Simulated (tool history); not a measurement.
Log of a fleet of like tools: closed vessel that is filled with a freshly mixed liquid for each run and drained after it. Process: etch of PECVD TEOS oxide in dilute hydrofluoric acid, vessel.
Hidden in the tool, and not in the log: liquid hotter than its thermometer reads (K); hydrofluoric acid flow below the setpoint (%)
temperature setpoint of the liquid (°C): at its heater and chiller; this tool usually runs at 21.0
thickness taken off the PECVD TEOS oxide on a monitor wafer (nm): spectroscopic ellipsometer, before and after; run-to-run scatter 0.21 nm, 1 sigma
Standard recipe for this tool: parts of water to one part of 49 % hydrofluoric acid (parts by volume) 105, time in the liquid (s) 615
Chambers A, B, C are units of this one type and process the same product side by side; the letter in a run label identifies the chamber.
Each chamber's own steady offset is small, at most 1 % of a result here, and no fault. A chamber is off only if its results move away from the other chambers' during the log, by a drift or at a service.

run     day  temperature setpoint of the liquid (°C)  parts of water to one part of 49 % hydrofluoric acid (parts by volume)  time in the liquid (s)  hours since the thermometer was replaced  hours since the hydrofluoric acid flow meter was replaced  read-back film thickness of the PECVD TEOS oxide reference wafer, read on the same gauge (nm)  thickness taken off the PECVD TEOS oxide on a monitor wafer (nm)
 1B   0.238                                     21.0                                                                     105                     615                                     222.0                                                      341.0                                                                                         120.00                                                            43.916
 2C   0.633                                     21.0                                                                     105                     615                                     399.7                                                     1018.0                                                                                         119.99                                                            43.829
 3A   0.925                                     21.0                                                                     105                     615                                     471.7                                                     1274.5                                                                                         120.00                                                            43.985
 4C   1.438                                     21.0                                                                     105                     615                                     419.0                                                     1037.3                                                                                         120.01                                                            43.441
 5A   1.900                                     21.0                                                                     105                     615                                     495.1                                                     1297.9                                                                                         119.99                                                            44.149
 6B   2.288                                     21.0                                                                     105                     615                                     271.2                                                      390.2                                                                                         119.99                                                            44.182
 7B   2.683                                     21.0                                                                     105                     615                                     280.7                                                      399.7                                                                                         120.01                                                            44.446
 8A   2.950                                     21.0                                                                     105                     615                                     520.3                                                     1323.1                                                                                         120.01                                                            44.116
 9C   3.254                                     21.0                                                                     105                     615                                     462.6                                                     1080.9                                                                                         120.02                                                            43.826
10C   3.625                                     21.0                                                                     105                     615                                     471.5                                                     1089.8                                                                                         120.02                                                            43.905
11B   4.083                                     21.0                                                                     105                     615                                     314.3                                                      433.3                                                                                         119.98                                                            43.913
12A   4.321                                     21.0                                                                     105                     615                                     553.2                                                     1356.0                                                                                         120.01                                                            44.269
13A   4.608                                     21.0                                                                     105                     615                                     560.1                                                     1362.9                                                                                         120.02                                                            44.581
14C   5.100                                     21.0                                                                     105                     615                                     506.9                                                     1125.2                                                                                         120.00                                                            44.188
15B   5.471                                     21.0                                                                     105                     615                                     347.6                                                      466.6                                                                                         119.99                                                            44.239
      5.658  -- chamber C: hydrofluoric acid flow meter replaced
16C   5.992                                     21.0                                                                     105                     615                                     528.3                                                        8.1                                                                                         120.02                                                            43.619
17A   6.429                                     21.0                                                                     105                     615                                     603.8                                                     1406.6                                                                                         119.99                                                            44.776
18B   6.812                                     21.0                                                                     105                     615                                     379.8                                                      498.8                                                                                         120.01                                                            43.938
19C   7.254                                     21.0                                                                     105                     615                                     558.6                                                       38.4                                                                                         120.00                                                            43.825
20B   7.575                                     21.0                                                                     105                     615                                     398.1                                                      517.1                                                                                         119.98                                                            44.083
21A   7.879                                     21.0                                                                     105                     615                                     638.6                                                     1441.4                                                                                         120.01                                                            45.436
      7.942  -- chamber A: hydrofluoric acid flow meter replaced
22B   8.292                                     21.0                                                                     105                     615                                     415.3                                                      534.3                                                                                         119.98                                                            44.086
23C   8.712                                     25.5                                                                     125                     615                                     593.6                                                       73.4                                                                                         120.00                                                            42.695
24A   8.979                                     25.5                                                                     125                     615                                     665.0                                                       24.9                                                                                         120.01                                                            44.670
25A   9.275                                     25.5                                                                     125                     615                                     672.1                                                       32.0                                                                                         119.98                                                            44.427
26C   9.521                                     23.5                                                                      75                     615                                     613.0                                                       92.8                                                                                         119.98                                                            70.484
27B   9.767                                     23.5                                                                      75                     615                                     450.7                                                      569.7                                                                                         120.02                                                            70.075
28B  10.042                                     23.5                                                                      75                     615                                     457.3                                                      576.3                                                                                         120.00                                                            70.173
29A  10.554                                     21.0                                                                     105                     480                                     702.8                                                       62.7                                                                                         120.00                                                            35.963
30C  10.808                                     21.0                                                                     105                     480                                     643.9                                                      123.7                                                                                         120.00                                                            34.175
31A  11.125                                     21.0                                                                     105                     480                                     716.5                                                       76.4                                                                                         119.98                                                            36.209
32C  11.562                                     21.0                                                                     105                     615                                     662.0                                                      141.8                                                                                         119.99                                                            44.137

Has any chamber moved away from the others, gradually or after a service, or does the common gauge drift, or do the chambers differ only by their own small steady offsets? State the chamber and the most likely cause if one applies.

It is chamber A that slowly wanders off from its peers.
Most likely cause: liquid hotter than its thermometer reads (K) = 1.37.

Chamber A could run next with any of the 4 candidate recipes listed below; each alters the usual settings, and their results appear as question marks. Which one brings its results back in line with what the other chambers deliver on the usual settings?
A result is in line if it is within this distance of the other chambers' mean on the usual settings: thickness taken off the PECVD TEOS oxide on a monitor wafer (nm) 0.740
33A-1  11.942                                     21.0                                                                     105                     630                                                                                                                                                                                                                                                                     ?
33A-2  11.942                                     21.0                                                                     105                     650                                                                                                                                                                                                                                                                     ?
33A-3  11.942                                     21.0                                                                     105                     600                                                                                                                                                                                                                                                                     ?
33A-4  11.942                                     21.0                                                                     105                     585                                                                                                                                                                                                                                                                     ?

The mean the other chambers reach with the usual settings: thickness taken off the PECVD TEOS oxide on a monitor wafer (nm) 43.979
  run  thickness taken off the PECVD TEOS oxide on a monitor wafer (nm)
33A-1                                                            47.618
33A-2                                                            49.129
33A-3                                                            45.350
33A-4                                                            44.216
33A-4 brings the chamber back in line.
